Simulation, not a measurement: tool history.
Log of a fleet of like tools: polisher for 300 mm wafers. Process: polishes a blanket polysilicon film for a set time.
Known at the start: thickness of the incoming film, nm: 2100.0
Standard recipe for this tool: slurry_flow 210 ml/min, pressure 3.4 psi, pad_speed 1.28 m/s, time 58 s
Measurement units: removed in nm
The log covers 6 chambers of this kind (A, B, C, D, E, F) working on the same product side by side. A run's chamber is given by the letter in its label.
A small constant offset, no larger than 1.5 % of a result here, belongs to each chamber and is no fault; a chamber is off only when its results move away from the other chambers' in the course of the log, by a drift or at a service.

| run | hour | slurry_flow | pressure | pad_speed | time | removed |
|---|---|---|---|---|---|---|
| 1F | 5.1 | 210 | 3.4 | 1.28 | 58 | 714.91 |
|  | 6.5 | chamber E: worn pad replaced by a new one |
| 2A | 11.5 | 210 | 3.4 | 1.28 | 58 | 724.45 |
|  | 13.6 | chamber D: worn pad replaced by a new one |
| 3B | 17.9 | 210 | 3.4 | 1.28 | 58 | 722.51 |
| 4E | 23.6 | 210 | 3.4 | 1.28 | 58 | 736.95 |
| 5D | 27.0 | 210 | 3.4 | 1.28 | 68 | 843.11 |
| 6C | 32.9 | 210 | 3.4 | 1.28 | 68 | 850.32 |
|  | 34.2 | chamber F: worn pad replaced by a new one |
| 7F | 39.5 | 210 | 3.4 | 1.28 | 68 | 833.55 |
| 8E | 43.7 | 210 | 3.4 | 1.28 | 68 | 856.86 |
| 9C | 50.1 | 210 | 3.4 | 1.28 | 68 | 843.48 |
| 10A | 53.5 | 210 | 3.4 | 1.28 | 68 | 849.03 |
| 11B | 58.5 | 210 | 3.4 | 1.28 | 58 | 723.91 |
| 12D | 62.3 | 210 | 3.4 | 1.28 | 58 | 722.47 |
|  | 62.7 | chamber D: worn pad replaced by a new one |
|  | 64.3 | chamber E: worn pad replaced by a new one |
|  | 65.1 | chamber C: worn pad replaced by a new one |
| 13E | 68.1 | 210 | 3.4 | 1.28 | 58 | 725.33 |
|  | 71.1 | chamber B: slurry nozzle cleaned |
| 14F | 74.8 | 210 | 3.4 | 1.28 | 58 | 713.15 |
| 15C | 80.3 | 210 | 3.4 | 1.28 | 58 | 718.72 |
| 16A | 85.8 | 210 | 3.4 | 1.28 | 58 | 718.85 |
|  | 87.3 | chamber A: worn pad replaced by a new one |
| 17B | 89.8 | 210 | 3.4 | 1.28 | 58 | 714.38 |
|  | 90.9 | chamber B: worn pad replaced by a new one |
|  | 95.2 | chamber F: head pressure recalibrated |
| 18D | 96.5 | 210 | 3.4 | 1.28 | 58 | 724.87 |
| 19F | 103.6 | 210 | 3.4 | 1.28 | 58 | 717.88 |
|  | 109.5 | chamber D: worn pad replaced by a new one |
| 20E | 110.8 | 280 | 3.4 | 1.10 | 58 | 645.62 |
|  | 113.2 | chamber C: head pressure recalibrated |
|  | 113.7 | chamber A: head pressure recalibrated |
| 21A | 114.2 | 280 | 3.4 | 1.10 | 58 | 644.44 |
| 22C | 117.7 | 280 | 3.4 | 1.10 | 58 | 693.77 |
| 23B | 124.7 | 280 | 3.4 | 1.10 | 58 | 637.73 |
|  | 126.1 | chamber C: worn pad replaced by a new one |
| 24D | 130.9 | 280 | 3.4 | 1.10 | 58 | 633.36 |
|  | 131.6 | chamber E: worn pad replaced by a new one |
| 25F | 134.9 | 280 | 3.4 | 1.10 | 58 | 640.16 |
|  | 141.2 | chamber F: worn pad replaced by a new one |
| 26A | 142.3 | 210 | 3.4 | 1.28 | 58 | 720.01 |
| 27D | 149.1 | 210 | 2.8 | 0.88 | 58 | 411.69 |
| 28C | 155.4 | 210 | 2.8 | 0.88 | 58 | 448.11 |
| 29B | 160.4 | 210 | 2.8 | 0.88 | 58 | 412.41 |
|  | 162.8 | chamber A: worn pad replaced by a new one |
|  | 164.4 | chamber D: worn pad replaced by a new one |
| 30E | 165.5 | 210 | 2.8 | 0.88 | 58 | 414.26 |
| 31D | 168.9 | 210 | 2.8 | 0.88 | 58 | 413.78 |
| 32C | 175.9 | 210 | 2.8 | 0.88 | 58 | 454.43 |
| 33F | 182.6 | 210 | 3.4 | 1.28 | 58 | 716.62 |
| 34A | 187.1 | 210 | 3.4 | 1.28 | 58 | 725.75 |
| 35E | 193.6 | 210 | 3.4 | 1.28 | 58 | 732.85 |
| 36B | 197.5 | 210 | 3.4 | 1.28 | 58 | 721.50 |
|  | 200.6 | chamber E: worn pad replaced by a new one |
|  | 201.0 | chamber B: worn pad replaced by a new one |
| 37B | 204.4 | 210 | 3.4 | 1.28 | 58 | 724.88 |
| 38E | 208.1 | 210 | 3.4 | 1.28 | 65 | 810.66 |

One chamber off, gauge drift, or nothing amiss beyond the chambers' own small offsets? If it is a chamber, which one, and what is the likeliest cause?

After it was serviced, chamber C no longer matches the other chambers.
Most likely cause: head's pressure above its setpoint, % = 9.38.

Here are 4 candidates for chamber C's next run, each the usual settings with a change, their results left as question marks. Which one brings its results back in line with what the others give on the usual settings?
Allowed miss from the other chambers' usual-settings mean, per result, to count as in line: removed 18.00 nm
| 39C-1 | 213.4 | 210 | 3.4 | 1.34 | 58 | ? |
| 39C-2 | 213.4 | 210 | 3.4 | 1.28 | 63 | ? |
| 39C-3 | 213.4 | 210 | 3.3 | 1.24 | 56 | ? |
| 39C-4 | 213.4 | 210 | 3.3 | 1.26 | 58 | ? |

The other chambers' mean on the usual settings: removed 722.43 nm
| run | removed |
|---|---|
| 39C-1 | 828.98 |
| 39C-2 | 860.71 |
| 39C-3 | 720.04 |
| 39C-4 | 757.60 |
The answer is 39C-3, which returns the chamber to within the allowed miss of the others.

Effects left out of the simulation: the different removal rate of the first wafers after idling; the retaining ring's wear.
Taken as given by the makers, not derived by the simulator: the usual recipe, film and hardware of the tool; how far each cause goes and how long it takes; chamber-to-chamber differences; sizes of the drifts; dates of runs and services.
